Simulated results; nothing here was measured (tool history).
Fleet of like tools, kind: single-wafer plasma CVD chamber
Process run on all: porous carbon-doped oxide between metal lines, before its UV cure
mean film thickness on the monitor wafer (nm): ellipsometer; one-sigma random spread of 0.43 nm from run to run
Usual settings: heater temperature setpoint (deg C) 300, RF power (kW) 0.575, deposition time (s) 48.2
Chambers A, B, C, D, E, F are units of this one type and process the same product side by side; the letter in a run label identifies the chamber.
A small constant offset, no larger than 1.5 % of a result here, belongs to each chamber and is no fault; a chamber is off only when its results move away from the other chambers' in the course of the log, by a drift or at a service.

run     day  heater temperature setpoint (deg C)  RF power (kW)  deposition time (s)  read-back reference wafer on the same gauge, thickness_nm  mean film thickness on the monitor wafer (nm)
 1D   0.262                                  300          0.575                 48.2                                                     276.12                                         280.25
 2B   0.525                                  300          0.575                 48.2                                                     276.09                                         280.87
 3E   0.833                                  300          0.575                 48.2                                                     276.06                                         277.85
 4A   1.212                                  300          0.575                 48.2                                                     276.09                                         281.17
 5F   1.483                                  300          0.575                 48.2                                                     276.21                                         281.78
 6C   1.954                                  300          0.575                 48.2                                                     276.22                                         282.76
 7A   2.425                                  300          0.575                 48.2                                                     276.28                                         280.82
 8D   2.692                                  300          0.575                 48.2                                                     276.37                                         279.88
 9E   2.917                                  300          0.575                 48.2                                                     276.43                                         279.38
10C   3.242                                  300          0.575                 48.2                                                     276.36                                         283.46
11F   3.525                                  300          0.575                 48.2                                                     276.38                                         282.07
12B   3.762                                  300          0.575                 48.2                                                     276.43                                         281.23
13D   4.229                                  300          0.575                 48.2                                                     276.55                                         281.01
14B   4.508                                  300          0.575                 48.2                                                     276.48                                          281.3
15E   4.842                                  300          0.575                 48.2                                                     276.62                                         279.89
16A   5.246                                  300          0.575                 48.2                                                     276.69                                         281.18
17F   5.738                                  300          0.575                 48.2                                                     276.87                                         283.46
18C   6.217                                  300          0.575                 48.2                                                     276.81                                         283.32
19E   6.438                                  300          0.575                 48.2                                                     276.73                                         279.02
      6.812  -- chamber F: RF generator calibrated
20D   6.892                                  300          0.575                 48.2                                                     276.79                                         279.89
21B   7.146                                  300          0.575                 48.2                                                     276.93                                          281.3
22F   7.479                                  300          0.575                 48.2                                                     276.93                                         282.58
23C   7.838                                  300          0.575                 48.2                                                     276.99                                         283.58
        7.9  -- chamber F: thermocouple changed; heater temperature recalibrated
24A   8.104                                  300          0.575                 48.2                                                        277                                            282
25A   8.575                                  300          0.575                 48.2                                                     277.09                                         282.74
26B   8.833                                  300          0.575                 48.2                                                     277.06                                         282.19
27D   9.129                                  300          0.575                 48.2                                                     277.19                                         280.95
28C   9.446                                  300          0.575                 48.2                                                     277.23                                          283.9
29F   9.708                                  300          0.575                 48.2                                                     277.19                                         283.28
30E   10.05                                  300          0.575                 48.2                                                      277.2                                         279.42
31E  10.321                                  300          0.575                 48.2                                                     277.27                                         280.02
     10.742  -- chamber D: RF generator calibrated
32F  10.767                                  300          0.575                 48.2                                                     277.28                                         283.58
33C  11.071                                  300          0.575                 48.2                                                     277.41                                         283.31
34A  11.517                                  300          0.575                 48.2                                                     277.41                                          283.2
35B  11.954                                  300           0.67                 51.3                                                      277.5                                         331.22
36D  12.242                                  300           0.67                 51.3                                                      277.5                                         330.94
37F  12.479                                  300           0.67                 51.3                                                     277.65                                         331.57
38B    12.7                                  300           0.67                 51.3                                                     277.68                                         331.65
39E  12.958                                  300           0.67                 51.3                                                     277.65                                          330.7
40D  13.242                                  300           0.67                 51.3                                                     277.54                                         331.34
41A  13.562                                  305          0.635                 48.2                                                     277.72                                         293.25

What goes on in this fleet: one chamber off, a drifting gauge, or nothing beyond the chambers' own small offsets? Name the chamber and the cause, if any.

Gauge drift. The chambers move together only on paper, and none stands off.
What lies behind it: gauge reads high (%) = 0.629.
